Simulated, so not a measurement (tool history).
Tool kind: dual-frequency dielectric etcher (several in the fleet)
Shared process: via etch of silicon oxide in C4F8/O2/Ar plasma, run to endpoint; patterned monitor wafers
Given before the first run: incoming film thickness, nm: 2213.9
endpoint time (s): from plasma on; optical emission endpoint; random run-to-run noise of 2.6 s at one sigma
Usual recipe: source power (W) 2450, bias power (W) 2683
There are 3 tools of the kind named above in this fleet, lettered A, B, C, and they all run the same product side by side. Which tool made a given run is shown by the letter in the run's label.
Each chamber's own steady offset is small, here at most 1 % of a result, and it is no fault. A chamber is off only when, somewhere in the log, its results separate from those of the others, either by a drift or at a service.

| run | hour | source power (W) | bias power (W) | endpoint time (s) |
|---|---|---|---|---|
| 1B | 3.0 | 2450 | 2683 | 372.21 |
| 2A | 6.1 | 2450 | 2683 | 371.37 |
| 3C | 9.6 | 2450 | 2683 | 372.90 |
| 4C | 13.1 | 2450 | 2683 | 369.64 |
| 5B | 16.7 | 2450 | 2683 | 365.53 |
| 6A | 20.3 | 2450 | 2683 | 371.53 |
| 7A | 24.9 | 2450 | 2683 | 370.36 |
| 8C | 29.9 | 2930 | 2388 | 355.64 |
| 9B | 34.6 | 2930 | 2388 | 354.17 |
| 10C | 38.7 | 2930 | 2388 | 356.15 |
| 11A | 41.6 | 2450 | 2683 | 371.65 |
| 12B | 45.0 | 2450 | 2683 | 369.89 |
| 13C | 49.7 | 2450 | 2683 | 377.57 |
|  | 52.5 | chamber C: wet clean of the chamber |
| 14A | 54.5 | 2450 | 2683 | 375.08 |
| 15B | 59.0 | 2450 | 2683 | 370.86 |
| 16C | 63.0 | 2450 | 2683 | 375.10 |
| 17B | 65.6 | 2450 | 2683 | 366.98 |
| 18A | 70.6 | 2450 | 2683 | 373.22 |
| 19B | 75.8 | 1930 | 2683 | 405.15 |
| 20A | 78.4 | 1930 | 2683 | 409.43 |
| 21C | 82.4 | 1930 | 2683 | 409.68 |
| 22B | 85.9 | 2450 | 2683 | 369.58 |
| 23A | 90.6 | 2450 | 2683 | 370.60 |
| 24C | 95.5 | 2450 | 2683 | 368.05 |
| 25C | 100.7 | 2450 | 2683 | 372.06 |
| 26B | 105.6 | 2450 | 2683 | 365.12 |
| 27A | 109.1 | 2450 | 2683 | 373.34 |
| 28A | 112.4 | 2450 | 2683 | 375.00 |
| 29C | 117.3 | 2450 | 2683 | 373.25 |
| 30B | 122.1 | 2450 | 2683 | 368.20 |
| 31C | 126.3 | 2450 | 2683 | 374.41 |
| 32B | 131.0 | 2450 | 2683 | 367.29 |
| 33A | 135.6 | 2450 | 2683 | 370.51 |
| 34A | 141.0 | 2450 | 2683 | 371.49 |
| 35B | 146.3 | 2450 | 2683 | 364.74 |
| 36C | 149.6 | 2820 | 2683 | 349.86 |
| 37C | 153.0 | 2820 | 2683 | 348.15 |

The same settings go to every chamber for the next run, one line per chamber below. Forecast the results for each:
| 38A | 156.9 | 2450 | 2407 | ? |
| 38B | 156.9 | 2450 | 2407 | ? |
| 38C | 156.9 | 2450 | 2407 | ? |

| run | endpoint time (s) |
|---|---|
| 38A | 380.57 |
| 38B | 381.71 |
| 38C | 382.16 |
